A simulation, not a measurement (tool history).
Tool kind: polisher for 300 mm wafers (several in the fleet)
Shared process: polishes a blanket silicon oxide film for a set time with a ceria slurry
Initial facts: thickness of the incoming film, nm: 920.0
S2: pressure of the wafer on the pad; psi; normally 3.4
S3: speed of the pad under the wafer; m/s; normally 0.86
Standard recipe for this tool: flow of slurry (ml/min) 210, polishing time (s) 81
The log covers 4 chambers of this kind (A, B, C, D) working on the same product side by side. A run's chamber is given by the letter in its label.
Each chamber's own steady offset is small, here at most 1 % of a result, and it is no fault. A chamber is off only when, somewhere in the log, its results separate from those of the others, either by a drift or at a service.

Run 1A, hour 9.3: usual settings. Result: film removed (Å) 2687.3.
Run 2B, hour 21.1: usual settings. Result: film removed (Å) 2659.9.
Run 3C, hour 27.5: usual settings. Result: film removed (Å) 2744.7.
Run 4D, hour 33.9: usual settings. Result: film removed (Å) 2708.3.
Run 5D, hour 43: usual settings. Result: film removed (Å) 2679.3.
Run 6A, hour 55.1: usual settings but S3 0.62 m/s, polishing time (s) 63. Result: film removed (Å) 1486.7.
Run 7C, hour 67: usual settings but S3 0.62 m/s, polishing time (s) 63. Result: film removed (Å) 1525.5.
At hour 75: chamber B: worn pad replaced by a new one.
Run 8B, hour 77.2: usual settings but S3 0.62 m/s, polishing time (s) 63. Result: film removed (Å) 1516.9.
Run 9D, hour 88: usual settings but S3 0.62 m/s, polishing time (s) 63. Result: film removed (Å) 1467.
At hour 91.8: chamber C: worn pad replaced by a new one.
Run 10C, hour 100: usual settings. Result: film removed (Å) 2683.6.
Run 11B, hour 105.7: usual settings. Result: film removed (Å) 2668.6.
Run 12A, hour 113.7: usual settings. Result: film removed (Å) 2662.4.
Run 13A, hour 123.6: usual settings but S2 2.5 psi, polishing time (s) 71. Result: film removed (Å) 1735.5.
Run 14B, hour 136: usual settings but S2 2.5 psi, polishing time (s) 71. Result: film removed (Å) 1718.8.
Run 15C, hour 141.6: usual settings but S2 2.5 psi, polishing time (s) 71. Result: film removed (Å) 1716.2.
At hour 147.5: chamber A: worn pad replaced by a new one.
At hour 151.4: chamber D: worn pad replaced by a new one.
Run 16D, hour 153.1: usual settings but S2 2.5 psi, polishing time (s) 71. Result: film removed (Å) 1670.
Run 17A, hour 164.9: usual settings. Result: film removed (Å) 2693.1.
Run 18D, hour 171.7: usual settings but flow of slurry (ml/min) 260, S2 2.5 psi. Result: film removed (Å) 2011.2.
At hour 172.4: chamber D: slurry nozzle cleaned.
Run 19B, hour 183.3: usual settings but flow of slurry (ml/min) 260, S2 2.5 psi. Result: film removed (Å) 2018.4.
Run 20C, hour 189: usual settings but flow of slurry (ml/min) 260, S2 2.5 psi. Result: film removed (Å) 2013.8.
At hour 192.5: chamber B: worn pad replaced by a new one.
At hour 197.9: chamber C: slurry nozzle cleaned.
Run 21C, hour 201.8: usual settings but flow of slurry (ml/min) 260, S2 2.5 psi. Result: film removed (Å) 2041.8.
Run 22D, hour 210.7: usual settings. Result: film removed (Å) 2678.9.
Run 23A, hour 223.2: usual settings. Result: film removed (Å) 2654.1.
Run 24B, hour 233.6: usual settings but flow of slurry (ml/min) 150, S2 2.5 psi. Result: film removed (Å) 1885.1.
At hour 239.7: chamber C: head pressure recalibrated.
Run 25C, hour 240.4: usual settings but flow of slurry (ml/min) 150, S2 2.5 psi. Result: film removed (Å) 1737.6.
Run 26B, hour 246.8: usual settings but flow of slurry (ml/min) 150, S2 2.5 psi. Result: film removed (Å) 1893.4.
Run 27D, hour 254.6: usual settings but flow of slurry (ml/min) 150, S2 2.5 psi. Result: film removed (Å) 1859.3.
At hour 260.8: chamber C: worn pad replaced by a new one.
Run 28A, hour 261: usual settings. Result: film removed (Å) 2682.7.
At hour 264.8: chamber B: slurry nozzle cleaned.
Run 29A, hour 268.9: usual settings but polishing time (s) 62. Result: film removed (Å) 2064.2.
Run 30D, hour 281.5: usual settings but polishing time (s) 62. Result: film removed (Å) 2037.4.
Run 31C, hour 291.8: usual settings but polishing time (s) 62. Result: film removed (Å) 1908.3.
At hour 302.1: chamber B: worn pad replaced by a new one.
Run 32B, hour 303.8: usual settings but polishing time (s) 62. Result: film removed (Å) 2041.2.
Run 33C, hour 312: usual settings. Result: film removed (Å) 2523.8.
At hour 314.9: chamber A: slurry nozzle cleaned.
At hour 315.9: chamber A: worn pad replaced by a new one.
Run 34D, hour 317.9: usual settings. Result: film removed (Å) 2644.
At hour 318.3: chamber D: worn pad replaced by a new one.
At hour 318.8: chamber B: head pressure recalibrated.
Run 35A, hour 329.4: usual settings. Result: film removed (Å) 2672.7.
Run 36B, hour 341.1: usual settings but polishing time (s) 100. Result: film removed (Å) 3270.4.
Run 37D, hour 348.1: usual settings but polishing time (s) 100. Result: film removed (Å) 3282.9.
Run 38B, hour 353.9: usual settings but polishing time (s) 100. Result: film removed (Å) 3207.3.
Run 39C, hour 362.1: usual settings but polishing time (s) 100. Result: film removed (Å) 3104.9.
Run 40A, hour 373.5: usual settings. Result: film removed (Å) 2691.8.
Run 41B, hour 381.5: usual settings. Result: film removed (Å) 2692.5.

Next, all 4 chambers run the settings below, one line each with question marks for the results. What does each chamber give?
Run 42A, hour 390.8: usual settings. Result: film removed (Å) ?.
Run 42B, hour 390.8: usual settings. Result: film removed (Å) ?.
Run 42C, hour 390.8: usual settings. Result: film removed (Å) ?.
Run 42D, hour 390.8: usual settings. Result: film removed (Å) ?.

run  film removed (Å)
42A            2714.8
42B            2635.2
42C            2467.9
42D            2715.6
